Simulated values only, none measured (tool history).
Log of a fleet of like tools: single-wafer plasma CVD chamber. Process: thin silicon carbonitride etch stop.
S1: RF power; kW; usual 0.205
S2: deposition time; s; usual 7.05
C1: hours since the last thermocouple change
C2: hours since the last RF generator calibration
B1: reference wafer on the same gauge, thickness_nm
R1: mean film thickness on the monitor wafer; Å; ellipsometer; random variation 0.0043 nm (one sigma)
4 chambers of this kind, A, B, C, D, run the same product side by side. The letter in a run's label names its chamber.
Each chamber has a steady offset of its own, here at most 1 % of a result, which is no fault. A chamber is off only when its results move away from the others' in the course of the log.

run	hour	S1	S2	C1	C2	B1	R1
1A	3.3	0.205	7.05	718.3	822.6	4.6201	40.756
2B	10.2	0.205	7.05	471.9	768.6	4.6187	40.72
3C	17.5	0.205	7.05	995	1581.5	4.6181	40.475
4D	23.7	0.205	7.05	778.5	1053.9	4.6182	40.452
5B	27.4	0.235	8.02	489.1	785.8	4.6165	48.353
6A	30.9	0.235	8.02	745.9	850.2	4.6164	48.221
7D	34.1	0.235	8.02	788.9	1064.3	4.615	47.876
8C	39.7	0.235	8.02	1017.2	1603.7	4.6163	48.029
9B	43	0.205	7.05	504.7	801.4	4.6152	40.687
10A	47.2	0.205	7.05	762.2	866.5	4.6141	40.719
11D	51.2	0.205	7.05	806	1081.4	4.6147	40.414
12C	55.3	0.235	7.98	1032.8	1619.3	4.6144	47.787
13B	59.3	0.235	7.98	521	817.7	4.6134	47.891
14D	65.4	0.235	7.98	820.2	1095.6	4.6111	47.632
15A	72.3	0.235	7.98	787.3	891.6	4.6122	47.91
16C	78	0.205	7.05	1055.5	1642	4.6101	40.459
17D	82.8	0.205	7.05	837.6	1113	4.6103	40.329
18A	90	0.205	7.05	805	909.3	4.6102	40.576
# hour 94: chamber B: RF generator calibrated
19C	94.3	0.205	7.05	1071.8	1658.3	4.6096	40.43
20B	98.1	0.205	7.05	559.8	4.1	4.6081	40.661
21C	104	0.205	7.05	1081.5	1668	4.6081	40.455
22B	109.9	0.205	6.6	571.6	15.9	4.6083	38.011
23D	114.6	0.205	6.6	869.4	1144.8	4.6076	37.734
24A	118.5	0.205	6.6	833.5	937.8	4.6051	38.095
25D	124.6	0.205	6.6	879.4	1154.8	4.6041	37.819
26C	131.3	0.205	7.05	1108.8	1695.3	4.6054	40.478
27A	136.2	0.205	8.14	851.2	955.5	4.6036	46.931
28B	140.2	0.205	8.14	601.9	46.2	4.6044	46.915
29A	144.8	0.205	8.14	859.8	964.1	4.6028	46.842
30B	149.6	0.205	8.14	611.3	55.6	4.603	46.921
31D	156.2	0.205	7.05	911	1186.4	4.6007	40.293
32C	159.5	0.205	7.05	1137	1723.5	4.6015	40.287
33A	166.7	0.205	7.05	881.7	986	4.599	40.58

All 4 chambers run these settings next. Forecast each chamber's results:
34A	172.1	0.205	7.05				?
34B	172.1	0.205	7.05				?
34C	172.1	0.205	7.05				?
34D	172.1	0.205	7.05				?

run	R1
34A	40.641
34B	40.584
34C	40.27
34D	40.221
